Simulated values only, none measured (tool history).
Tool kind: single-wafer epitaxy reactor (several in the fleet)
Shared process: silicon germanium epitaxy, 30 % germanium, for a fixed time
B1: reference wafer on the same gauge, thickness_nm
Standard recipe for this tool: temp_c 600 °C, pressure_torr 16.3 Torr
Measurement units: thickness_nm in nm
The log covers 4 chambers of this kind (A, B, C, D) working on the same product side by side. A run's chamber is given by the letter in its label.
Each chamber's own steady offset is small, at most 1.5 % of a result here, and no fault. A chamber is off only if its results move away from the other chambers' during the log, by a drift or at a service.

{"run": "1A", "hour": 11.6, "temp_c": 600, "pressure_torr": 16.3, "B1": 47.909, "thickness_nm": 54.753}
{"run": "2C", "hour": 21.2, "temp_c": 600, "pressure_torr": 16.3, "B1": 47.904, "thickness_nm": 54.395}
{"run": "3B", "hour": 27.2, "temp_c": 600, "pressure_torr": 16.3, "B1": 47.929, "thickness_nm": 54.959}
{"run": "4D", "hour": 39.4, "temp_c": 600, "pressure_torr": 16.3, "B1": 47.913, "thickness_nm": 54.495}
{"run": "5D", "hour": 52.1, "temp_c": 600, "pressure_torr": 16.3, "B1": 47.898, "thickness_nm": 54.362}
{"run": "6B", "hour": 64.8, "temp_c": 593, "pressure_torr": 19.7, "B1": 47.891, "thickness_nm": 52.138}
{"run": "7A", "hour": 71.3, "temp_c": 593, "pressure_torr": 19.7, "B1": 47.875, "thickness_nm": 52.11}
{"run": "8C", "hour": 79.0, "temp_c": 593, "pressure_torr": 19.7, "B1": 47.894, "thickness_nm": 51.678}
{"run": "9D", "hour": 86.5, "temp_c": 593, "pressure_torr": 19.7, "B1": 47.894, "thickness_nm": 51.413}
{"run": "10B", "hour": 98.5, "temp_c": 600, "pressure_torr": 16.3, "B1": 47.933, "thickness_nm": 55.082}
{"hour": 105.4, "done": "chamber D: capacitance manometer re-zeroed and calibrated"}
{"run": "11C", "hour": 112.0, "temp_c": 600, "pressure_torr": 16.3, "B1": 47.902, "thickness_nm": 54.182}
{"run": "12A", "hour": 123.4, "temp_c": 600, "pressure_torr": 16.3, "B1": 47.885, "thickness_nm": 54.903}
{"run": "13C", "hour": 134.4, "temp_c": 600, "pressure_torr": 16.3, "B1": 47.911, "thickness_nm": 54.488}
{"run": "14A", "hour": 145.5, "temp_c": 600, "pressure_torr": 16.3, "B1": 47.881, "thickness_nm": 54.568}
{"run": "15B", "hour": 158.6, "temp_c": 600, "pressure_torr": 16.3, "B1": 47.919, "thickness_nm": 55.308}
{"run": "16D", "hour": 164.7, "temp_c": 600, "pressure_torr": 16.3, "B1": 47.89, "thickness_nm": 52.875}
{"run": "17B", "hour": 175.0, "temp_c": 600, "pressure_torr": 16.3, "B1": 47.868, "thickness_nm": 55.049}
{"run": "18A", "hour": 182.9, "temp_c": 600, "pressure_torr": 16.3, "B1": 47.898, "thickness_nm": 54.673}
{"run": "19C", "hour": 195.8, "temp_c": 600, "pressure_torr": 16.3, "B1": 47.914, "thickness_nm": 54.466}
{"run": "20D", "hour": 207.4, "temp_c": 600, "pressure_torr": 16.3, "B1": 47.906, "thickness_nm": 52.905}
{"run": "21B", "hour": 214.4, "temp_c": 600, "pressure_torr": 16.3, "B1": 47.9, "thickness_nm": 54.951}
{"run": "22A", "hour": 220.9, "temp_c": 586, "pressure_torr": 19.5, "B1": 47.881, "thickness_nm": 45.253}
{"run": "23D", "hour": 230.6, "temp_c": 586, "pressure_torr": 19.5, "B1": 47.884, "thickness_nm": 43.646}
{"run": "24C", "hour": 238.9, "temp_c": 586, "pressure_torr": 19.5, "B1": 47.889, "thickness_nm": 45.171}
{"run": "25D", "hour": 250.3, "temp_c": 586, "pressure_torr": 19.5, "B1": 47.914, "thickness_nm": 43.508}
{"hour": 254.6, "done": "chamber C: capacitance manometer re-zeroed and calibrated"}
{"run": "26B", "hour": 260.6, "temp_c": 600, "pressure_torr": 18.4, "B1": 47.892, "thickness_nm": 57.578}
{"run": "27A", "hour": 266.5, "temp_c": 600, "pressure_torr": 18.4, "B1": 47.872, "thickness_nm": 57.427}
{"run": "28C", "hour": 279.9, "temp_c": 600, "pressure_torr": 18.4, "B1": 47.911, "thickness_nm": 56.809}
{"run": "29B", "hour": 293.2, "temp_c": 600, "pressure_torr": 18.4, "B1": 47.902, "thickness_nm": 58.067}
{"run": "30C", "hour": 305.5, "temp_c": 600, "pressure_torr": 16.3, "B1": 47.907, "thickness_nm": 53.997}
{"run": "31A", "hour": 311.9, "temp_c": 607, "pressure_torr": 16.3, "B1": 47.91, "thickness_nm": 62.268}
{"run": "32D", "hour": 325.4, "temp_c": 607, "pressure_torr": 16.3, "B1": 47.916, "thickness_nm": 60.317}

Decide between three cases: one chamber stands off from its peers, the gauge reading all wafers drifts, or nothing is wrong past each chamber's small offset. Where a chamber is off, say which and what most likely put it there.

Chamber D came out of a service off from its peers and stayed that way.
Cause: true pressure below the setpoint (%) = 6.38.

Chamber D could run next with any of the 4 candidate recipes listed below; each alters the usual settings, and their results appear as question marks. Which one brings its results back in line with what the other chambers deliver on the usual settings?
Maximum distance from the other chambers' mean on the usual settings for a result to count as in line: thickness_nm 0.440 nm
{"run": "33D-1", "hour": 335.1, "temp_c": 600, "pressure_torr": 13.8, "thickness_nm": "?"}
{"run": "33D-2", "hour": 335.1, "temp_c": 600, "pressure_torr": 15.0, "thickness_nm": "?"}
{"run": "33D-3", "hour": 335.1, "temp_c": 603, "pressure_torr": 16.6, "thickness_nm": "?"}
{"run": "33D-4", "hour": 335.1, "temp_c": 600, "pressure_torr": 17.6, "thickness_nm": "?"}

Other chambers, usual settings, mean: thickness_nm 54.699 nm
run=33D-1 thickness_nm=49.520
run=33D-2 thickness_nm=51.172
run=33D-3 thickness_nm=56.293
run=33D-4 thickness_nm=54.501
Change 33D-4 lands the chamber within the allowed miss of the other chambers.
